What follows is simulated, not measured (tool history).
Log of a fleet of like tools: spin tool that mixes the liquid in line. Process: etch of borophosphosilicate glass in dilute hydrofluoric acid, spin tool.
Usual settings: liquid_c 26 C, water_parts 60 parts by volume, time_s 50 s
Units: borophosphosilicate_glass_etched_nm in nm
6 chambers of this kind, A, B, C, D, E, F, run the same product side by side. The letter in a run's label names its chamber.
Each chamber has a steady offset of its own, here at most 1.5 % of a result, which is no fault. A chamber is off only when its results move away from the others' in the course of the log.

run,day,liquid_c,water_parts,time_s,hours since the thermometer was replaced,hours since the hydrofluoric acid flow meter was replaced,"read-back film thickness of the borophosphosilicate glass reference wafer, read on the same gauge (nm)",borophosphosilicate_glass_etched_nm
1E,0.371,26,60,50,149.8,909.4,29.991,47.711
2A,0.608,26,60,50,856.4,643.5,29.989,47.768
3C,0.929,26,60,50,1098.3,260.4,30.004,48.892
4D,1.342,26,60,50,840.5,1866.5,30.003,47.733
5F,1.679,26,60,50,589.7,1718.1,30.015,47.442
6B,2.004,26,60,50,1457,188.6,29.998,48.795
7D,2.421,26,60,50,866.4,1892.4,30.039,48.479
8C,2.675,26,60,50,1140.2,302.3,30.003,47.992
9A,3.046,26,60,50,914.9,702,30.039,47.634
10B,3.267,26,60,50,1487.3,218.9,29.993,48.475
11F,3.679,26,60,50,637.7,1766.1,30.009,47.862
12E,3.883,26,60,50,234.1,993.7,30,47.805
13C,4.062,26,60,50,1173.5,335.6,30.002,48.148
14E,4.262,29.5,60,50,243.2,1002.8,29.994,54.244
15B,4.454,29.5,60,50,1515.8,247.4,30.001,55.772
16F,4.65,29.5,60,50,661,1789.4,30.014,54.98
# day 4.833: chamber F: thermometer replaced
17D,4.962,29.5,60,50,927.4,1953.4,30.003,54.841
18A,5.342,29.5,60,50,970,757.1,30.028,54.631
19F,5.746,29.5,60,50,22,1815.7,29.996,55.409
# day 5.9: chamber C: thermometer replaced
20D,5.946,26,60,50,951,1977,30.015,47.936
21A,6.254,26,60,50,991.9,779,30.008,47.74
22B,6.542,26,60,50,1565.9,297.5,29.995,48.199
23C,6.942,26,60,50,25.1,404.7,29.986,48.234
24E,7.329,26,60,50,316.8,1076.4,29.998,46.133
25A,7.588,26,60,50,1023.9,811,29.997,47.758
26C,7.917,26,60,50,48.5,428.1,29.982,48.713
27B,8.312,26,60,35,1608.4,340,30.018,33.627
28F,8.704,26,60,35,93,1886.7,29.997,32.908
29D,9.004,26,60,35,1024.4,2050.4,30.002,33.617
30E,9.296,26,60,35,364,1123.6,30.016,32.036
31A,9.55,26,60,35,1071,858.1,29.98,33.553
32F,9.746,26,60,35,118,1911.7,30.007,33.73
33C,10.067,26,45,50,100.1,479.7,29.988,65.051
34E,10.321,26,45,50,388.6,1148.2,30.022,61.663
35B,10.504,26,45,50,1661,392.6,30,66.568
36D,10.908,26,45,50,1070.1,2096.1,29.966,64.827
37F,11.162,26,45,50,152,1945.7,30.007,64.524
38B,11.512,26,45,50,1685.2,416.8,30.006,66.435
39C,11.829,28.5,60,50,142.4,522,30.014,53.875
40E,12.217,28.5,60,50,434.1,1193.7,29.983,49.335
41D,12.567,28.5,60,50,1109.9,2135.9,29.993,53.058
42A,12.767,28.5,60,50,1148.2,935.3,29.983,52.412

Is one chamber off against the others, does the gauge drift, or is nothing wrong? If a chamber is off, say which, and what the likeliest cause is.

Chamber E drifts away from the others.
Cause: hydrofluoric acid flow below the setpoint (%) = 8.51.
The log may not tell that from: liquid colder than its thermometer reads (K).

Here are 4 candidates for chamber E's next run, each the usual settings with a change, their results left as question marks. Which one brings its results back in line with what the others give on the usual settings?
In line means no further than this from the other chambers' mean on the usual settings: borophosphosilicate_glass_etched_nm 1.3 nm
43E-1,13.067,26,60,55,,,,?
43E-2,13.067,26,65,50,,,,?
43E-3,13.067,27,60,50,,,,?
43E-4,13.067,25,60,50,,,,?

The other chambers' mean on the usual settings: borophosphosilicate_glass_etched_nm 47.955 nm
run,borophosphosilicate_glass_etched_nm
43E-1,48.32
43E-2,40.252
43E-3,45.694
43E-4,42.215
43E-1 brings the chamber back in line.

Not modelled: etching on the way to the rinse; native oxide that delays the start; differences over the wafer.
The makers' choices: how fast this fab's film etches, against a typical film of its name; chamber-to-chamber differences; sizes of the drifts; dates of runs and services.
